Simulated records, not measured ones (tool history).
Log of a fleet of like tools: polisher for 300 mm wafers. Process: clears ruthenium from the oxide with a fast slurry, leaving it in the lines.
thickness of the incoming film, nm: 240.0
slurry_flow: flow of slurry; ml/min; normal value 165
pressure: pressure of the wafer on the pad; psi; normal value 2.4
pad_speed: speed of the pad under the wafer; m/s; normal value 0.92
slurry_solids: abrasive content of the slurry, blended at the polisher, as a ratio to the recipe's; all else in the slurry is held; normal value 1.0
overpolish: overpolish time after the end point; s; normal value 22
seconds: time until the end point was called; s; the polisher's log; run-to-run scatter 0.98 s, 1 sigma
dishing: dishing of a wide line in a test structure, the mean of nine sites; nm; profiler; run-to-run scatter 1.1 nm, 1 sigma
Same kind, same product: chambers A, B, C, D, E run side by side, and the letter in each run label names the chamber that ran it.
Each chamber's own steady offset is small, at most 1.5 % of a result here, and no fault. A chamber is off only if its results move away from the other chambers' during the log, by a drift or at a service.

run   hour  slurry_flow  pressure  pad_speed  slurry_solids  overpolish  wafers polished on this pad  hours since the slurry nozzle was cleaned  hours since the head pressure was calibrated  hours since the slurry blender was calibrated  seconds  dishing
 1B    7.2          165       2.4       0.92            1.0          22                         1302                                      316.3                                         968.1                                           33.4   71.303   57.444
      12.3  -- chamber A: head pressure recalibrated
 2C   12.3          165       2.4       0.92            1.0          22                          812                                       81.7                                         490.3                                           69.5   70.829   57.186
 3E   23.5          165       2.4       0.92            1.0          22                          721                                      207.6                                         595.2                                          102.0   73.121   55.470
      28.7  -- chamber D: worn pad replaced by a new one
      29.0  -- chamber E: slurry blender recalibrated
 4A   31.9          165       2.4       0.92            1.0          22                          658                                      409.4                                          19.6                                          416.1   72.408   57.016
      35.3  -- chamber A: worn pad replaced by a new one
      35.7  -- chamber E: worn pad replaced by a new one
      36.6  -- chamber B: worn pad replaced by a new one
 5D   43.2          165       2.4       0.92            1.0          22                          149                                      468.0                                         514.8                                          357.9   71.449   56.105
 6A   54.5          165       2.4       0.92            1.0          22                          197                                      432.0                                          42.2                                          438.7   72.929   56.889
      57.4  -- chamber A: slurry blender recalibrated
      58.4  -- chamber C: worn pad replaced by a new one
 7B   59.9          165       2.4       0.92            1.0          22                          239                                      369.0                                        1020.8                                           86.1   72.177   54.840
 8C   66.4          165       2.4       0.92            1.0          22                           82                                      135.8                                         544.4                                          123.6   71.310   56.874
 9E   76.2          165       2.4       0.76            1.0          29                          415                                      260.3                                         647.9                                           47.2   89.315   62.491
      77.3  -- chamber D: worn pad replaced by a new one
10D   86.1          165       2.4       0.76            1.0          29                           90                                      510.9                                         557.7                                          400.8   88.650   59.528
      90.2  -- chamber C: head pressure recalibrated
11C   94.9          165       2.4       0.76            1.0          29                          374                                      164.3                                           4.8                                          152.1   76.580   67.243
     102.1  -- chamber A: worn pad replaced by a new one
12D  104.7          165       2.4       0.76            1.0          29                          281                                      529.5                                         576.3                                          419.4   87.545   61.888
13B  110.4          165       2.4       0.76            1.0          29                          756                                      419.5                                        1071.3                                          136.6   87.583   59.774
     114.4  -- chamber E: worn pad replaced by a new one
14E  116.1          165       2.4       0.92            0.7          22                           17                                      300.2                                         687.8                                           87.1   85.330   50.003
     120.3  -- chamber D: worn pad replaced by a new one
15A  121.5          165       2.4       0.92            0.7          22                          199                                      499.0                                         109.2                                           64.2   84.979   48.435
16D  130.3          165       2.4       0.92            0.7          22                          103                                      555.1                                         601.9                                          445.0   87.475   48.138
     131.3  -- chamber C: slurry nozzle cleaned
     136.2  -- chamber C: slurry blender recalibrated
17C  141.1          165       2.4       0.92            0.7          22                          848                                        9.8                                          51.0                                            5.0   77.132   51.381
     142.3  -- chamber E: slurry blender recalibrated
18A  150.0          165       2.4       0.92            0.7          22                          491                                      527.5                                         137.7                                           92.7   87.467   47.327
19B  156.4          165       3.0       0.92            1.0          22                         1228                                      465.5                                        1117.3                                          182.6   58.423   67.937
     160.0  -- chamber B: worn pad replaced by a new one
20E  161.6          165       3.0       0.92            1.0          22                          483                                      345.7                                         733.3                                           19.4   59.847   67.378
     165.8  -- chamber A: worn pad replaced by a new one
21E  170.1          165       3.0       0.92            1.0          22                          571                                      354.2                                         741.8                                           27.9   59.312   68.937
     171.1  -- chamber B: slurry blender recalibrated
     174.6  -- chamber D: worn pad replaced by a new one
22D  175.2          165       3.0       0.92            1.0          22                            6                                      600.0                                         646.8                                          489.9   58.389   70.648
23A  183.9          165       3.0       0.92            1.0          22                          185                                      561.4                                         171.6                                          126.6   58.608   66.146
     188.5  -- chamber A: slurry nozzle cleaned
24C  191.2          165       2.4       0.92            1.0          22                         1362                                       59.9                                         101.1                                           55.1   65.586   62.025
     194.9  -- chamber E: worn pad replaced by a new one
     195.8  -- chamber E: slurry nozzle cleaned
     198.4  -- chamber B: head pressure recalibrated
     200.5  -- chamber C: worn pad replaced by a new one
25B  201.5          165       2.4       0.92            0.8          22                          426                                      510.6                                           3.1                                           30.4   81.015   50.230
26D  212.5          165       2.4       0.92            0.8          22                          389                                      637.3                                         684.1                                          527.2   78.479   50.794
27E  221.7          165       2.4       0.92            0.8          22                          275                                       26.0                                         793.4                                           79.5   81.287   51.292
28B  231.8          165       2.4       0.92            0.8          22                          736                                      540.9                                          33.4                                           60.7   81.406   52.970
     232.7  -- chamber A: worn pad replaced by a new one
29C  239.0          165       2.4       0.92            0.8          22                          395                                      107.7                                         148.9                                          102.9   71.631   58.038
30A  248.0          165       2.4       0.92            1.0          22                          157                                       59.5                                         235.7                                          190.7   71.438   56.089

Each of the 5 chambers runs these same settings next. Fill in every chamber's results:
31A  256.2          165       2.4       0.92            1.0          22                                                                                                                                                                             ?        ?
31B  256.2          165       2.4       0.92            1.0          22                                                                                                                                                                             ?        ?
31C  256.2          165       2.4       0.92            1.0          22                                                                                                                                                                             ?        ?
31D  256.2          165       2.4       0.92            1.0          22                                                                                                                                                                             ?        ?
31E  256.2          165       2.4       0.92            1.0          22                                                                                                                                                                             ?        ?

run  seconds  dishing
31A   73.186   53.373
31B   71.290   54.980
31C   64.105   60.843
31D   72.174   58.351
31E   71.382   56.145
